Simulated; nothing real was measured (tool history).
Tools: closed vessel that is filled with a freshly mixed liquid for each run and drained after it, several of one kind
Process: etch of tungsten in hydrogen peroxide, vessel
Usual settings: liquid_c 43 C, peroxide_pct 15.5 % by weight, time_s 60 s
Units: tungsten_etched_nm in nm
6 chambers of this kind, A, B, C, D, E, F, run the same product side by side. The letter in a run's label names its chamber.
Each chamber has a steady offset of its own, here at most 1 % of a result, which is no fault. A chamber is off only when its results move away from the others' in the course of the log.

| run | hour | liquid_c | peroxide_pct | time_s | read-back film thickness of the tungsten reference wafer, read on the same gauge (nm) | tungsten_etched_nm |
|---|---|---|---|---|---|---|
| 1D | 5 | 43 | 15.5 | 60 | 49.997 | 28.353 |
|  | 7.6 | chamber D: peroxide flow meter replaced |
| 2A | 11.7 | 43 | 15.5 | 60 | 50.03 | 28.795 |
| 3E | 15.2 | 43 | 15.5 | 60 | 50.027 | 28.809 |
| 4C | 22.5 | 43 | 15.5 | 60 | 50.002 | 29.186 |
| 5F | 26.5 | 43 | 15.5 | 60 | 49.985 | 29.117 |
| 6B | 32.6 | 43 | 15.5 | 60 | 49.983 | 28.46 |
| 7A | 36.7 | 43 | 15.5 | 60 | 49.995 | 28.615 |
| 8B | 41.9 | 43 | 15.5 | 60 | 50.014 | 28.339 |
| 9E | 47.9 | 43 | 15.5 | 50 | 49.969 | 23.744 |
| 10C | 51.6 | 43 | 15.5 | 50 | 50.019 | 24.194 |
| 11D | 58.3 | 43 | 15.5 | 50 | 50.011 | 23.88 |
| 12F | 63.4 | 43 | 15.5 | 50 | 49.961 | 23.864 |
| 13A | 69.8 | 43 | 15.5 | 50 | 50.016 | 24.013 |
| 14E | 76.2 | 43 | 15.5 | 50 | 49.988 | 23.959 |
| 15D | 82.1 | 43 | 15.5 | 60 | 49.994 | 28.598 |
| 16C | 85.8 | 43 | 15.5 | 60 | 50.006 | 28.731 |
| 17F | 91.3 | 51 | 15.5 | 70 | 49.985 | 55.679 |
| 18B | 96.3 | 51 | 15.5 | 70 | 49.989 | 54.548 |
| 19C | 102.4 | 51 | 15.5 | 70 | 50.06 | 55.505 |
|  | 103.1 | chamber B: new drum of peroxide connected |
| 20E | 105.8 | 51 | 15.5 | 70 | 50.028 | 53.891 |
| 21A | 110.9 | 51 | 15.5 | 70 | 49.991 | 55.179 |
| 22D | 115.2 | 51 | 15.5 | 70 | 50.021 | 55.316 |
| 23B | 118.5 | 43 | 15.5 | 60 | 49.995 | 28.454 |
| 24F | 125.7 | 43 | 15.5 | 60 | 50.021 | 28.721 |
|  | 125.9 | chamber D: new drum of peroxide connected |
| 25F | 132.3 | 43 | 15.5 | 60 | 50.026 | 28.449 |
| 26C | 136.5 | 43 | 15.5 | 60 | 50.02 | 28.651 |
| 27D | 140.4 | 43 | 15.5 | 60 | 49.993 | 28.88 |
| 28E | 147.1 | 43 | 15.5 | 60 | 50.025 | 28.432 |
| 29A | 153.4 | 43 | 15.5 | 60 | 50.013 | 28.917 |
| 30B | 160.1 | 43 | 15.5 | 60 | 49.968 | 28.012 |
| 31C | 167.6 | 43 | 15.5 | 60 | 50.065 | 28.544 |
| 32B | 171.9 | 43 | 15.5 | 60 | 50.017 | 28.883 |
| 33F | 178.8 | 43 | 15.5 | 60 | 50.008 | 28.815 |
| 34E | 186.2 | 43 | 15.5 | 60 | 49.989 | 28.655 |
| 35A | 190 | 43 | 15.5 | 60 | 49.999 | 29.014 |
| 36D | 194.3 | 43 | 15.5 | 60 | 50.011 | 28.479 |
|  | 194.6 | chamber A: new drum of peroxide connected |
|  | 199.4 | chamber C: thermometer replaced |
| 37C | 200.9 | 43 | 15.5 | 60 | 49.988 | 28.984 |
| 38D | 207.2 | 43 | 15.5 | 60 | 49.948 | 28.839 |
| 39A | 210.5 | 43 | 15.5 | 60 | 49.987 | 28.32 |

All 6 chambers run these settings next. Forecast each chamber's results:
| 40A | 216 | 43 | 12 | 60 |  | ? |
| 40B | 216 | 43 | 12 | 60 |  | ? |
| 40C | 216 | 43 | 12 | 60 |  | ? |
| 40D | 216 | 43 | 12 | 60 |  | ? |
| 40E | 216 | 43 | 12 | 60 |  | ? |
| 40F | 216 | 43 | 12 | 60 |  | ? |

| run | tungsten_etched_nm |
|---|---|
| 40A | 25.615 |
| 40B | 25.727 |
| 40C | 25.534 |
| 40D | 25.661 |
| 40E | 25.049 |
| 40F | 24.601 |

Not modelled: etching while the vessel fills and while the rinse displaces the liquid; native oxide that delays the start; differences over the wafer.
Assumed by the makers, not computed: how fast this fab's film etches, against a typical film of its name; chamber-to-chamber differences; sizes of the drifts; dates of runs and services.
